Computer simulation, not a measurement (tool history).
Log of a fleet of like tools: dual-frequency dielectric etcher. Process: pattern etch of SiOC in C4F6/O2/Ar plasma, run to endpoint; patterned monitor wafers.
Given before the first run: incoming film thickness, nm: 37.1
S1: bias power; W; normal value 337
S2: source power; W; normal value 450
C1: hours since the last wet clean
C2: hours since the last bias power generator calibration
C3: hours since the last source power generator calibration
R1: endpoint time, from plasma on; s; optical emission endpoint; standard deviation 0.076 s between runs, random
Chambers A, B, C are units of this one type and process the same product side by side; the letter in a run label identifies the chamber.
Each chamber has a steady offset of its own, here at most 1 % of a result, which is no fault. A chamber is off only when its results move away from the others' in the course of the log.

run   hour   S1   S2     C1      C2      C3      R1
 1A    8.4  337  450  179.9  2655.2  1907.6  13.848
 2B   22.3  337  450  370.5    2559    1161  13.887
 3C   32.7  337  450  137.6  3679.8  1099.4  13.991
 4A   40.4  337  450  211.9  2687.2  1939.6  13.785
 5B     55  337  450  403.2  2591.7  1193.7  13.795
 6C   67.5  337  450  172.4  3714.6  1134.2  13.821
 7A     83  337  450  254.5  2729.8  1982.2  13.804
 8C   89.9  337  450  194.8    3737  1156.6  13.962
 9B  102.3  337  450  450.5    2639    1241  13.776
10C  116.4  337  450  221.3  3763.5  1183.1  13.946
11A  125.6  337  450  297.1  2772.4  2024.8  13.655
12B  133.3  337  450  481.5    2670    1272  13.775
13A  147.9  337  450  319.4  2794.7  2047.1  13.736
14C  158.8  337  450  263.7  3805.9  1225.5  13.863
15B  167.9  337  450  516.1  2704.6  1306.6  13.851
16C  178.4  307  410  283.3  3825.5  1245.1  15.007
17B  189.6  307  410  537.8  2726.3  1328.3  14.724
     201.6  -- chamber B: bias power generator calibrated
18A  203.6  307  410  375.1  2850.4  2102.8  14.796
19B  218.5  337  450  566.7    16.9  1357.2  13.779
20C  231.8  267  450  336.7  3878.9  1298.5  15.024
21A  241.8  267  450  413.3  2888.6    2141  14.836
     247.9  -- chamber B: wet clean of the chamber
22C  255.5  267  450  360.4  3902.6  1322.2  15.084
23B  264.6  337  450   16.8      63  1403.3    13.8

Next, all 3 chambers run the settings below, one line each with question marks for the results. What does each chamber give?
24A  275.9  337  450               ?
24B  275.9  337  450               ?
24C  275.9  337  450               ?

run      R1
24A  13.864
24B   13.82
24C  14.037
